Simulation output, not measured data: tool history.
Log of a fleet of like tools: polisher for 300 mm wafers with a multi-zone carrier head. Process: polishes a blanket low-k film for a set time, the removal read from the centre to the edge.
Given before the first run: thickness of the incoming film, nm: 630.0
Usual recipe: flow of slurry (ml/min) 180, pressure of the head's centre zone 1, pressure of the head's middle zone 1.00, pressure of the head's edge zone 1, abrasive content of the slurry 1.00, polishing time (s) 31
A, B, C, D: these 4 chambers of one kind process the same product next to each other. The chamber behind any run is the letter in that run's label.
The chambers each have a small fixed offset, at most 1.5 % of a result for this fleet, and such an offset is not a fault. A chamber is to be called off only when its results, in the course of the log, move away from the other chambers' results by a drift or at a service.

run   hour  flow of slurry (ml/min)  pressure of the head's centre zone  pressure of the head's middle zone  pressure of the head's edge zone  abrasive content of the slurry  polishing time (s)  film removed at the wafer's centre (Å)  film removed at mid-radius (Å)  film removed at the wafer's edge (Å)
 1D    8.3                      180                                   1                                1.00                                 1                            1.00                  31                                  139.88                          142.56                                141.66
      15.6  -- chamber C: worn pad replaced by a new one
 2B   16.9                      180                                   1                                1.00                                 1                            1.00                  31                                  142.40                          143.35                                140.17
      20.9  -- chamber B: worn pad replaced by a new one
 3C   21.5                      180                                   1                                1.00                                 1                            1.00                  31                                  144.11                          139.98                                139.72
 4A   27.4                      180                                   1                                1.00                                 1                            1.00                  31                                  139.61                          140.49                                139.17
 5B   32.5                      125                                   1                                1.00                                 1                            0.75                  31                                  115.11                          115.11                                116.95
 6C   37.0                      125                                   1                                1.00                                 1                            0.75                  31                                  113.25                          114.75                                117.27
 7D   43.8                      125                                   1                                1.00                                 1                            0.75                  31                                  112.28                          114.48                                116.42
 8A   48.8                      125                                   1                                1.00                                 1                            0.75                  31                                  113.90                          115.15                                115.86
 9A   55.3                      180                                   1                                1.00                                 1                            1.00                  31                                  142.71                          140.42                                138.77
10B   59.8                      180                                   1                                1.00                                 1                            1.00                  31                                  141.20                          141.79                                141.14
11C   69.1                      180                                   1                                1.00                                 1                            1.00                  31                                  143.26                          138.30                                142.88
      70.8  -- chamber D: worn pad replaced by a new one
12D   74.0                      180                                   1                                1.00                                 1                            1.00                  31                                  142.44                          140.29                                141.92
13D   80.5                      180                                   1                                1.00                                 1                            1.00                  31                                  143.61                          141.51                                141.80
      81.4  -- chamber C: slurry nozzle cleaned
      81.9  -- chamber D: slurry nozzle cleaned
      87.7  -- chamber A: worn pad replaced by a new one
14C   88.2                      180                                   1                                1.00                                 1                            1.00                  31                                  138.77                          142.43                                140.69
15B   94.1                      180                                   1                                1.00                                 1                            1.00                  31                                  142.01                          142.53                                140.52
16A   98.7                      180                                   1                                1.00                                 1                            1.00                  31                                  140.60                          143.65                                141.84
     100.8  -- chamber C: worn pad replaced by a new one
17D  105.0                      180                                   1                                1.00                                 1                            1.00                  31                                  139.85                          142.83                                141.80
     105.6  -- chamber A: centre zone pressure recalibrated
18C  110.9                      180                                   1                                1.00                                 1                            1.00                  31                                  141.96                          139.14                                139.44
19B  118.8                      180                                   1                                1.00                                 1                            1.00                  31                                  143.21                          142.25                                140.18
     120.3  -- chamber D: centre zone pressure recalibrated
20A  126.5                      180                                   1                                1.00                                 1                            1.00                  31                                  139.48                          140.34                                138.61
     128.3  -- chamber B: worn pad replaced by a new one
21A  135.1                      180                                   1                                1.00                                 1                            1.00                  31                                  140.78                          141.53                                140.17
22D  141.3                      180                                   1                                1.00                                 1                            1.00                  31                                  126.48                          141.16                                142.76
23C  150.6                      180                                   1                                1.00                                 1                            1.00                  31                                  142.65                          140.96                                140.62
24B  157.5                      155                                   1                                1.00                                 1                            1.00                  31                                  139.29                          140.17                                140.09
25C  162.8                      155                                   1                                1.00                                 1                            1.00                  31                                  138.42                          133.55                                135.53
26D  166.8                      155                                   1                                1.00                                 1                            1.00                  31                                  124.55                          137.72                                137.73
27B  173.4                      155                                   1                                1.00                                 1                            1.00                  31                                  137.53                          139.54                                138.22
28A  178.5                      180                                   1                                1.00                                 1                            1.00                  31                                  140.64                          143.26                                143.19
     187.2  -- chamber C: worn pad replaced by a new one
29D  187.2                      180                                   1                                1.00                                 1                            1.00                  31                                  128.54                          142.38                                141.25
     192.8  -- chamber D: worn pad replaced by a new one
30B  193.9                      180                                   1                                1.00                                 1                            1.00                  31                                  144.33                          144.00                                139.04
31C  202.2                      180                                   1                                1.00                                 1                            1.00                  31                                  142.52                          139.12                                140.19
32A  206.8                      180                                   1                                1.00                                 1                            1.00                  31                                  140.96                          142.44                                140.17
33B  213.6                      180                                   1                                1.00                                 1                            1.00                  31                                  141.67                          142.58                                141.32
34A  219.5                      180                                   1                                1.00                                 1                            1.00                  31                                  141.65                          141.20                                140.86
     222.6  -- chamber B: worn pad replaced by a new one
35D  223.6                      180                                   1                                1.00                                 1                            1.00                  31                                  126.38                          141.13                                140.50
36C  228.1                      180                                   1                                0.93                                 1                            1.00                  40                                  187.20                          166.18                                183.00
37D  233.5                      180                                   1                                0.93                                 1                            1.00                  40                                  162.87                          170.68                                181.43
38A  239.2                      180                                   1                                0.93                                 1                            1.00                  40                                  183.66                          170.96                                182.85
39C  245.6                      180                                   1                                0.93                                 1                            1.00                  40                                  186.30                          169.17                                185.91
40B  250.7                      240                                   1                                1.00                                 1                            1.20                  31                                  161.52                          163.30                                158.36
     254.5  -- chamber A: worn pad replaced by a new one
41A  257.0                      240                                   1                                1.00                                 1                            1.20                  31                                  157.73                          158.51                                154.00
42D  262.5                      240                                   1                                1.00                                 1                            1.20                  31                                  142.35                          161.52                                155.17
43C  267.5                      240                                   1                                1.00                                 1                            1.20                  31                                  159.73                          155.81                                156.98

Next, every chamber runs the same settings. What will each give?
44A  274.2                      180                                   1                                1.00                                 1                            1.00                  31                                       ?                               ?                                     ?
44B  274.2                      180                                   1                                1.00                                 1                            1.00                  31                                       ?                               ?                                     ?
44C  274.2                      180                                   1                                1.00                                 1                            1.00                  31                                       ?                               ?                                     ?
44D  274.2                      180                                   1                                1.00                                 1                            1.00                  31                                       ?                               ?                                     ?

run  film removed at the wafer's centre (Å)  film removed at mid-radius (Å)  film removed at the wafer's edge (Å)
44A                                  142.46                          140.24                                139.18
44B                                  143.63                          143.67                                141.65
44C                                  141.25                          139.23                                143.60
44D                                  124.38                          143.19                                140.22

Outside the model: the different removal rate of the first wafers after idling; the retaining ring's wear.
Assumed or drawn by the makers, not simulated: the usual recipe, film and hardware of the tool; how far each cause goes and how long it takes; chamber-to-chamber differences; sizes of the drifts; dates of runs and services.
